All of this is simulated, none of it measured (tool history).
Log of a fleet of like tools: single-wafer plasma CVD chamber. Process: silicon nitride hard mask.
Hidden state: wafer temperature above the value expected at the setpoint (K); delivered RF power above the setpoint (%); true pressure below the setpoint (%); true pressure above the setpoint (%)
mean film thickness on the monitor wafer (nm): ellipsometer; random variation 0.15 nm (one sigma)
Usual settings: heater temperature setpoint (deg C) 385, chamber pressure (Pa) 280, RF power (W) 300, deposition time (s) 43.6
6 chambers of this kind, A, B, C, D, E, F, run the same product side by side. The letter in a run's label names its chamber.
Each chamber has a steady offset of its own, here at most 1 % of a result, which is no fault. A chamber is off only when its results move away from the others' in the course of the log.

run,hour,heater temperature setpoint (deg C),chamber pressure (Pa),RF power (W),deposition time (s),hours since the last thermocouple change,hours since the last RF generator calibration,hours since the last manometer calibration,"read-back reference wafer on the same gauge, thickness_nm",mean film thickness on the monitor wafer (nm)
1D,5,385,280,300,43.6,206.9,1180.9,1003.4,50.5,54.195
2B,15.9,385,280,300,43.6,152.6,1493.4,1216.1,50.507,54.164
3C,26.1,385,280,300,43.6,2032,621.1,2406.8,50.469,54.182
4F,35.1,385,280,300,43.6,565.3,593.2,551.2,50.503,54.467
5E,40.8,385,280,300,43.6,361.6,553.9,1250.1,50.529,54.678
6A,48.6,385,280,265,46.3,1602.8,257.7,247.9,50.491,52.818
7F,57.7,385,280,265,46.3,587.9,615.8,573.8,50.538,53.519
8A,65.3,385,280,265,46.3,1619.5,274.4,264.6,50.483,52.891
9D,71.6,385,280,265,46.3,273.5,1247.5,1070,50.519,52.828
10E,81.5,385,280,265,46.3,402.3,594.6,1290.8,50.501,53.723
11B,90,385,280,265,46.3,226.7,1567.5,1290.2,50.548,52.946
12C,99.4,385,280,300,43.6,2105.3,694.4,2480.1,50.501,54.475
13C,106.3,385,280,300,43.6,2112.2,701.3,2487,50.56,54.162
14A,112.7,385,280,300,43.6,1666.9,321.8,312,50.505,54.31
15B,117.4,385,280,300,43.6,254.1,1594.9,1317.6,50.484,54.106
16D,122.3,385,280,300,43.6,324.2,1298.2,1120.7,50.474,54.5
17E,130.7,385,280,300,43.6,451.5,643.8,1340,50.53,54.671
18F,141.5,385,280,300,43.6,671.7,699.6,657.6,50.516,54.158
19D,150.9,385,280,300,43.6,352.8,1326.8,1149.3,50.486,54.522
20C,161.2,385,280,300,43.6,2167.1,756.2,2541.9,50.497,54.419
21A,166,385,280,300,43.6,1720.2,375.1,365.3,50.507,54.318
22E,174,385,280,300,43.6,494.8,687.1,1383.3,50.512,54.998
23B,184.4,385,280,300,43.6,321.1,1661.9,1384.6,50.495,54.123
24F,192.7,385,280,300,43.6,722.9,750.8,708.8,50.486,54.088
25F,201.3,385,280,300,43.6,731.5,759.4,717.4,50.478,54.022
26A,210.1,385,280,300,43.6,1764.3,419.2,409.4,50.51,54.167
27C,218.9,385,280,300,43.6,2224.8,813.9,2599.6,50.509,54.17
28B,228.7,385,280,300,43.6,365.4,1706.2,1428.9,50.468,53.976
29E,238.8,385,280,300,43.6,559.6,751.9,1448.1,50.491,54.772
30D,249.4,385,280,300,43.6,451.3,1425.3,1247.8,50.47,54.243
31A,254.6,385,280,300,43.6,1808.8,463.7,453.9,50.475,54.153
32C,265.2,385,280,300,43.6,2271.1,860.2,2645.9,50.499,54.454
33D,273.3,385,280,270,43.6,475.2,1449.2,1271.7,50.502,50.402
34E,279.2,385,280,270,43.6,600,792.3,1488.5,50.493,51.08
# hour 281.9: chamber C: RF generator calibrated
35F,288.9,385,280,270,43.6,819.1,847,805,50.482,50.03
36B,297.7,385,280,270,43.6,434.4,1775.2,1497.9,50.505,50.501
37C,304.7,385,280,270,43.6,2310.6,22.8,2685.4,50.53,50.512
# hour 305: chamber D: capacitance manometer re-zeroed and calibrated
38A,311.5,385,280,270,43.6,1865.7,520.6,510.8,50.48,50.179
39D,320.6,385,280,300,43.6,522.5,1496.5,15.6,50.504,54.28
40B,327.6,385,316,340,43.6,464.3,1805.1,1527.8,50.537,60.466
# hour 331: chamber E: capacitance manometer re-zeroed and calibrated
41F,334.7,385,316,340,43.6,864.9,892.8,850.8,50.485,60.145
42E,342.2,385,316,340,43.6,663,855.3,11.3,50.506,61.434

All 6 chambers run these settings next. Forecast each chamber's results:
43A,350,385,280,300,35.2,,,,,?
43B,350,385,280,300,35.2,,,,,?
43C,350,385,280,300,35.2,,,,,?
43D,350,385,280,300,35.2,,,,,?
43E,350,385,280,300,35.2,,,,,?
43F,350,385,280,300,35.2,,,,,?

run,mean film thickness on the monitor wafer (nm)
43A,43.892
43B,43.673
43C,43.673
43D,43.867
43E,44.51
43F,43.498
